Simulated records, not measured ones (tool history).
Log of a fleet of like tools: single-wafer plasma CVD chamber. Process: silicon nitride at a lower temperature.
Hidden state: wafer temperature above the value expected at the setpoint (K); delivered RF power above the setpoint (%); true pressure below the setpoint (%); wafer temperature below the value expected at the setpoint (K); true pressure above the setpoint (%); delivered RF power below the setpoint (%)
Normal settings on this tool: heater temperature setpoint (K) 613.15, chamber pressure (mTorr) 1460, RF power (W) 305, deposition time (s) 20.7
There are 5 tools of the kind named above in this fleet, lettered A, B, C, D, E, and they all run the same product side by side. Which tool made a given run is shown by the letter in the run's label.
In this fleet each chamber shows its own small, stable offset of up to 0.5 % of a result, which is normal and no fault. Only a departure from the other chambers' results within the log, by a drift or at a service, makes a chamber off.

| run | hour | heater temperature setpoint (K) | chamber pressure (mTorr) | RF power (W) | deposition time (s) | hours since the last thermocouple change | hours since the last RF generator calibration | hours since the last manometer calibration | read-back reference wafer on the same gauge, thickness_nm | mean film thickness on the monitor wafer (Å) |
|---|---|---|---|---|---|---|---|---|---|---|
| 1A | 5.4 | 613.15 | 1460 | 305 | 20.7 | 1946.8 | 533.0 | 23.4 | 28.408 | 240.35 |
| 2D | 8.9 | 613.15 | 1460 | 305 | 20.7 | 2191.4 | 126.1 | 1222.1 | 28.416 | 240.18 |
| 3B | 12.1 | 613.15 | 1460 | 305 | 20.7 | 640.9 | 1162.7 | 927.8 | 28.412 | 242.40 |
| 4C | 16.0 | 613.15 | 1460 | 305 | 20.7 | 574.6 | 1652.4 | 465.0 | 28.423 | 239.79 |
| 5E | 21.3 | 623.15 | 1460 | 305 | 20.7 | 2286.7 | 1104.5 | 1022.2 | 28.423 | 239.19 |
| 6A | 25.1 | 623.15 | 1460 | 305 | 20.7 | 1966.5 | 552.7 | 43.1 | 28.416 | 240.02 |
| 7C | 31.3 | 623.15 | 1460 | 305 | 20.7 | 589.9 | 1667.7 | 480.3 | 28.436 | 239.50 |
| 8D | 34.1 | 623.15 | 1460 | 305 | 20.7 | 2216.6 | 151.3 | 1247.3 | 28.428 | 239.83 |
| 9E | 38.3 | 623.15 | 1460 | 305 | 20.7 | 2303.7 | 1121.5 | 1039.2 | 28.433 | 239.34 |
| 10B | 41.2 | 613.15 | 1460 | 305 | 20.7 | 670.0 | 1191.8 | 956.9 | 28.437 | 242.37 |
| 11B | 45.6 | 613.15 | 1460 | 305 | 20.7 | 674.4 | 1196.2 | 961.3 | 28.452 | 243.03 |
| 12A | 48.3 | 613.15 | 1460 | 305 | 20.7 | 1989.7 | 575.9 | 66.3 | 28.451 | 241.01 |
| 13C | 51.6 | 613.15 | 1460 | 305 | 20.7 | 610.2 | 1688.0 | 500.6 | 28.459 | 240.35 |
| 14D | 55.9 | 613.15 | 1460 | 305 | 20.7 | 2238.4 | 173.1 | 1269.1 | 28.457 | 240.65 |
| 15E | 61.2 | 613.15 | 1460 | 285 | 20.7 | 2326.6 | 1144.4 | 1062.1 | 28.449 | 229.73 |
| 16A | 65.1 | 613.15 | 1460 | 285 | 20.7 | 2006.5 | 592.7 | 83.1 | 28.474 | 230.32 |
| 17B | 68.2 | 613.15 | 1460 | 285 | 20.7 | 697.0 | 1218.8 | 983.9 | 28.464 | 231.86 |
| 18C | 74.2 | 613.15 | 1460 | 285 | 20.7 | 632.8 | 1710.6 | 523.2 | 28.484 | 228.82 |
| 19D | 79.3 | 613.15 | 1460 | 285 | 20.7 | 2261.8 | 196.5 | 1292.5 | 28.473 | 230.07 |
| 20E | 83.7 | 613.15 | 1460 | 305 | 20.7 | 2349.1 | 1166.9 | 1084.6 | 28.475 | 240.83 |
|  | 84.4 | chamber D: thermocouple changed; heater temperature recalibrated |
| 21B | 89.7 | 613.15 | 1460 | 360 | 20.7 | 718.5 | 1240.3 | 1005.4 | 28.487 | 271.12 |
| 22D | 93.2 | 613.15 | 1460 | 360 | 20.7 | 8.9 | 210.4 | 1306.4 | 28.501 | 268.51 |
| 23C | 96.7 | 613.15 | 1460 | 360 | 20.7 | 655.3 | 1733.1 | 545.7 | 28.496 | 268.99 |
| 24E | 100.6 | 613.15 | 1460 | 360 | 20.7 | 2366.0 | 1183.8 | 1101.5 | 28.503 | 267.00 |
| 25A | 104.4 | 613.15 | 1460 | 360 | 20.7 | 2045.8 | 632.0 | 122.4 | 28.514 | 268.64 |
| 26E | 109.5 | 613.15 | 1460 | 305 | 20.7 | 2374.9 | 1192.7 | 1110.4 | 28.511 | 240.43 |
| 27C | 112.4 | 613.15 | 1460 | 305 | 20.7 | 671.0 | 1748.8 | 561.4 | 28.504 | 240.29 |
| 28D | 116.5 | 613.15 | 1460 | 305 | 20.7 | 32.2 | 233.7 | 1329.7 | 28.513 | 240.58 |
| 29A | 120.6 | 613.15 | 1650 | 340 | 20.7 | 2062.0 | 648.2 | 138.6 | 28.531 | 268.64 |
| 30B | 125.7 | 613.15 | 1650 | 340 | 20.7 | 754.5 | 1276.3 | 1041.4 | 28.523 | 269.19 |
| 31E | 130.3 | 613.15 | 1650 | 340 | 20.7 | 2395.7 | 1213.5 | 1131.2 | 28.545 | 266.74 |
| 32A | 134.3 | 613.15 | 1650 | 340 | 20.7 | 2075.7 | 661.9 | 152.3 | 28.529 | 268.84 |
| 33B | 137.8 | 613.15 | 1650 | 340 | 20.7 | 766.6 | 1288.4 | 1053.5 | 28.543 | 270.56 |
| 34C | 143.3 | 613.15 | 1460 | 305 | 20.7 | 701.9 | 1779.7 | 592.3 | 28.542 | 241.05 |
| 35D | 146.0 | 613.15 | 1460 | 305 | 20.7 | 61.7 | 263.2 | 1359.2 | 28.555 | 241.24 |
| 36C | 151.3 | 613.15 | 1460 | 305 | 20.7 | 709.9 | 1787.7 | 600.3 | 28.550 | 241.12 |
| 37A | 154.4 | 613.15 | 1460 | 305 | 20.7 | 2095.8 | 682.0 | 172.4 | 28.551 | 241.20 |

Predict what each chamber gives when all 5 of them run the settings below next.
| 38A | 158.9 | 613.15 | 1460 | 305 | 20.7 |  |  |  |  | ? |
| 38B | 158.9 | 613.15 | 1460 | 305 | 20.7 |  |  |  |  | ? |
| 38C | 158.9 | 613.15 | 1460 | 305 | 20.7 |  |  |  |  | ? |
| 38D | 158.9 | 613.15 | 1460 | 305 | 20.7 |  |  |  |  | ? |
| 38E | 158.9 | 613.15 | 1460 | 305 | 20.7 |  |  |  |  | ? |

| run | mean film thickness on the monitor wafer (Å) |
|---|---|
| 38A | 242.74 |
| 38B | 243.35 |
| 38C | 241.89 |
| 38D | 240.77 |
| 38E | 240.93 |

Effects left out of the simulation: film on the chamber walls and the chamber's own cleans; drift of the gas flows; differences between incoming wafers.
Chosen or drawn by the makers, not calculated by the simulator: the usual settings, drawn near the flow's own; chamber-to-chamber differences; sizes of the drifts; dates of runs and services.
